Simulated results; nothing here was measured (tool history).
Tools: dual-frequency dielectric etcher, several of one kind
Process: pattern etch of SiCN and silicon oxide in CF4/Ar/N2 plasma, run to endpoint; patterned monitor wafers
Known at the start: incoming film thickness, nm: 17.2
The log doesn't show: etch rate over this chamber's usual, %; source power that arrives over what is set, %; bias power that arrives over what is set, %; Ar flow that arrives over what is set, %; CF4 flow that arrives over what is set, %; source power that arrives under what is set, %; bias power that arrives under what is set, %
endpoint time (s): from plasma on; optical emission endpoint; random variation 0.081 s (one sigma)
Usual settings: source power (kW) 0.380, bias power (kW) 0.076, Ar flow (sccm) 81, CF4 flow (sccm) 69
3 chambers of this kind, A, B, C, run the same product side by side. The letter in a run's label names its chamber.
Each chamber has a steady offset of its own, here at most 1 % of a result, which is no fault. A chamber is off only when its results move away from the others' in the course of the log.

run,hour,source power (kW),bias power (kW),Ar flow (sccm),CF4 flow (sccm),hours since the last wet clean,hours since the last source power generator calibration,hours since the last bias power generator calibration,hours since the last Ar flow controller change,hours since the last CF4 flow controller change,endpoint time (s)
1C,8.5,0.380,0.076,81,69,426.2,2163.5,959.6,655.1,3126.0,21.996
2A,15.8,0.380,0.076,81,69,474.8,257.5,1459.7,1586.5,1303.9,22.445
# hour 16.4: chamber C: CF4 flow controller replaced
3B,21.8,0.380,0.076,81,69,185.1,2619.0,1496.2,1140.1,124.9,22.087
4B,30.1,0.380,0.076,81,69,193.4,2627.3,1504.5,1148.4,133.2,22.076
5C,36.3,0.380,0.076,81,69,454.0,2191.3,987.4,682.9,20.0,22.027
6A,43.9,0.380,0.076,81,69,502.9,285.6,1487.8,1614.6,1332.0,22.353
# hour 44.5: chamber A: wet clean of the chamber
7A,50.3,0.380,0.076,81,69,5.9,292.0,1494.2,1621.0,1338.4,22.443
8B,61.6,0.380,0.076,81,69,224.9,2658.8,1536.0,1179.9,164.7,22.092
9C,71.4,0.380,0.076,73,63,489.1,2226.4,1022.5,718.0,55.1,21.931
10C,79.2,0.380,0.076,73,63,496.9,2234.2,1030.3,725.8,62.9,22.223
11A,85.0,0.380,0.076,73,63,40.6,326.7,1528.9,1655.7,1373.1,22.348
12B,92.5,0.380,0.076,81,69,255.8,2689.7,1566.9,1210.8,195.6,22.121
13B,100.6,0.380,0.076,81,69,263.9,2697.8,1575.0,1218.9,203.7,22.274
# hour 109.0: chamber C: wet clean of the chamber
14A,109.5,0.380,0.076,81,69,65.1,351.2,1553.4,1680.2,1397.6,22.376
15C,116.9,0.380,0.076,81,69,8.0,2271.9,1068.0,763.5,100.6,22.119
16C,127.8,0.380,0.076,81,69,18.9,2282.8,1078.9,774.4,111.5,22.061
17A,139.8,0.380,0.076,81,69,95.4,381.5,1583.7,1710.5,1427.9,22.408
18B,147.6,0.380,0.076,81,69,310.9,2744.8,1622.0,1265.9,250.7,22.127
19B,152.8,0.380,0.076,81,69,316.1,2750.0,1627.2,1271.1,255.9,22.361
20C,160.7,0.380,0.076,81,69,51.8,2315.7,1111.8,807.3,144.4,22.053
21A,168.4,0.380,0.076,81,69,124.0,410.1,1612.3,1739.1,1456.5,22.281
22C,174.3,0.380,0.076,81,78,65.4,2329.3,1125.4,820.9,158.0,21.752
23A,182.7,0.380,0.076,81,78,138.3,424.4,1626.6,1753.4,1470.8,22.058
24B,192.4,0.380,0.076,81,78,355.7,2789.6,1666.8,1310.7,295.5,21.996
25B,199.6,0.380,0.076,81,69,362.9,2796.8,1674.0,1317.9,302.7,22.459
26A,210.5,0.380,0.076,81,69,166.1,452.2,1654.4,1781.2,1498.6,22.387
27C,220.2,0.380,0.076,81,69,111.3,2375.2,1171.3,866.8,203.9,22.155
28A,227.7,0.380,0.076,81,69,183.3,469.4,1671.6,1798.4,1515.8,22.321
29C,234.1,0.380,0.076,81,69,125.2,2389.1,1185.2,880.7,217.8,21.862
30B,240.3,0.380,0.076,81,69,403.6,2837.5,1714.7,1358.6,343.4,22.450
31C,248.3,0.380,0.076,81,69,139.4,2403.3,1199.4,894.9,232.0,21.956
32B,256.9,0.430,0.076,81,56,420.2,2854.1,1731.3,1375.2,360.0,20.862
33A,268.9,0.430,0.076,81,56,224.5,510.6,1712.8,1839.6,1557.0,20.848
34A,274.1,0.430,0.076,81,56,229.7,515.8,1718.0,1844.8,1562.2,20.700
35B,280.2,0.380,0.076,81,69,443.5,2877.4,1754.6,1398.5,383.3,22.578
36C,286.4,0.380,0.076,81,69,177.5,2441.4,1237.5,933.0,270.1,21.953
37C,295.9,0.380,0.076,81,69,187.0,2450.9,1247.0,942.5,279.6,22.059
38A,307.6,0.380,0.076,81,69,263.2,549.3,1751.5,1878.3,1595.7,22.296
# hour 314.4: chamber B: wet clean of the chamber
39B,314.7,0.380,0.076,81,69,0.4,2911.9,1789.1,1433.0,417.8,22.826
40C,323.2,0.380,0.076,81,69,214.3,2478.2,1274.3,969.8,306.9,21.986
41B,328.5,0.300,0.092,81,69,14.2,2925.7,1802.9,1446.8,431.6,26.356
42A,335.3,0.300,0.092,81,69,290.9,577.0,1779.2,1906.0,1623.4,25.804

Is one chamber off against the others, does the gauge drift, or is nothing wrong? If a chamber is off, say which, and what the likeliest cause is.

Chamber B drifts away from the others.
Cause: source power that arrives under what is set, % = 3.71.

Here are 4 candidates for chamber B's next run, each the usual settings with a change, their results left as question marks. Which one brings its results back in line with what the others give on the usual settings?
In line means no further than this from the other chambers' mean on the usual settings: endpoint time (s) 0.280
43B-1,344.0,0.380,0.076,81,45,,,,,,?
43B-2,344.0,0.380,0.091,81,69,,,,,,?
43B-3,344.0,0.370,0.075,81,69,,,,,,?
43B-4,344.0,0.390,0.077,81,69,,,,,,?

The other chambers' mean on the usual settings: endpoint time (s) 22.204
run,endpoint time (s)
43B-1,24.369
43B-2,21.535
43B-3,23.565
43B-4,22.298
43B-4 brings the chamber back in line.

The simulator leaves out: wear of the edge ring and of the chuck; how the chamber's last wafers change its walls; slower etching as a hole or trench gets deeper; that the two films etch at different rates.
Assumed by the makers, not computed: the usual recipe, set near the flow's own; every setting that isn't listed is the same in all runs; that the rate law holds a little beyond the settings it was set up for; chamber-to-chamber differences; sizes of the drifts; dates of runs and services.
